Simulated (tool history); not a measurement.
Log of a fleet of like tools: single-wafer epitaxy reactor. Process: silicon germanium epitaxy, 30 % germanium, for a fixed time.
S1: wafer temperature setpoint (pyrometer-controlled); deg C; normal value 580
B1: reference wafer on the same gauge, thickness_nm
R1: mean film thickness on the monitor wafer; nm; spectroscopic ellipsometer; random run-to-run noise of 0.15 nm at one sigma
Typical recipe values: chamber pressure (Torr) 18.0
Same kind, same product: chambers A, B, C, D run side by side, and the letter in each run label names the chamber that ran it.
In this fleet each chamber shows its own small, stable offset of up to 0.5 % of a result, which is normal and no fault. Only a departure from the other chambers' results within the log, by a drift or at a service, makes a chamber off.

Run 1D, hour 10.7: usual settings; B1 43.421. Result: R1 39.099 nm.
At hour 13.6: chamber A: pyrometer calibrated.
Run 2B, hour 18.0: usual settings; B1 43.398. Result: R1 38.747 nm.
Run 3A, hour 28.9: usual settings; B1 43.387. Result: R1 38.615 nm.
Run 4C, hour 35.8: usual settings; B1 43.397. Result: R1 38.947 nm.
Run 5D, hour 47.4: usual settings; B1 43.427. Result: R1 39.303 nm.
Run 6B, hour 60.2: usual settings; B1 43.350. Result: R1 38.819 nm.
Run 7A, hour 72.8: usual settings; B1 43.380. Result: R1 38.732 nm.
Run 8C, hour 84.6: usual settings; B1 43.349. Result: R1 38.689 nm.
Run 9A, hour 98.7: usual settings; B1 43.339. Result: R1 39.239 nm.
Run 10D, hour 111.2: usual settings; B1 43.408. Result: R1 39.041 nm.
Run 11B, hour 118.0: usual settings; B1 43.413. Result: R1 38.946 nm.
Run 12C, hour 127.2: usual settings; B1 43.375. Result: R1 38.699 nm.
Run 13C, hour 134.7: usual settings; B1 43.412. Result: R1 38.781 nm.
At hour 143.9: chamber D: pyrometer calibrated.
Run 14D, hour 147.8: usual settings; B1 43.326. Result: R1 37.215 nm.
Run 15B, hour 163.0: usual settings; B1 43.381. Result: R1 38.687 nm.
Run 16A, hour 176.9: usual settings; B1 43.397. Result: R1 38.876 nm.
Run 17B, hour 184.9: usual settings; B1 43.407. Result: R1 38.750 nm.
Run 18C, hour 197.9: usual settings; B1 43.437. Result: R1 39.155 nm.
Run 19A, hour 208.1: usual settings; B1 43.388. Result: R1 38.811 nm.
Run 20D, hour 222.9: usual settings; B1 43.426. Result: R1 37.159 nm.
Run 21B, hour 236.8: usual settings but S1 573 deg C; B1 43.405. Result: R1 33.910 nm.
Run 22D, hour 244.4: usual settings but S1 573 deg C; B1 43.351. Result: R1 32.357 nm.
Run 23C, hour 253.9: usual settings but S1 573 deg C; B1 43.367. Result: R1 34.051 nm.
Run 24A, hour 268.6: usual settings but S1 573 deg C; B1 43.390. Result: R1 33.862 nm.
Run 25D, hour 277.1: usual settings; B1 43.381. Result: R1 37.077 nm.
Run 26B, hour 291.1: usual settings; B1 43.419. Result: R1 38.930 nm.
Run 27C, hour 305.3: usual settings but S1 573 deg C, chamber pressure (Torr) 14.5; B1 43.407. Result: R1 30.867 nm.
Run 28A, hour 314.5: usual settings but S1 573 deg C, chamber pressure (Torr) 14.5; B1 43.395. Result: R1 31.170 nm.
Run 29D, hour 323.9: usual settings but S1 573 deg C, chamber pressure (Torr) 14.5; B1 43.422. Result: R1 29.839 nm.
Run 30B, hour 336.1: usual settings but S1 573 deg C, chamber pressure (Torr) 14.5; B1 43.416. Result: R1 31.279 nm.
Run 31A, hour 349.3: usual settings; B1 43.362. Result: R1 38.794 nm.
Run 32C, hour 363.0: usual settings; B1 43.410. Result: R1 38.845 nm.
Run 33A, hour 377.1: usual settings; B1 43.387. Result: R1 39.229 nm.

All 4 chambers run these settings next. Forecast each chamber's results:
Run 34A, hour 388.2: usual settings but S1 592 deg C. Result: R1 ?.
Run 34B, hour 388.2: usual settings but S1 592 deg C. Result: R1 ?.
Run 34C, hour 388.2: usual settings but S1 592 deg C. Result: R1 ?.
Run 34D, hour 388.2: usual settings but S1 592 deg C. Result: R1 ?.

run      R1
34A  48.719
34B  49.063
34C  48.310
34D  46.984

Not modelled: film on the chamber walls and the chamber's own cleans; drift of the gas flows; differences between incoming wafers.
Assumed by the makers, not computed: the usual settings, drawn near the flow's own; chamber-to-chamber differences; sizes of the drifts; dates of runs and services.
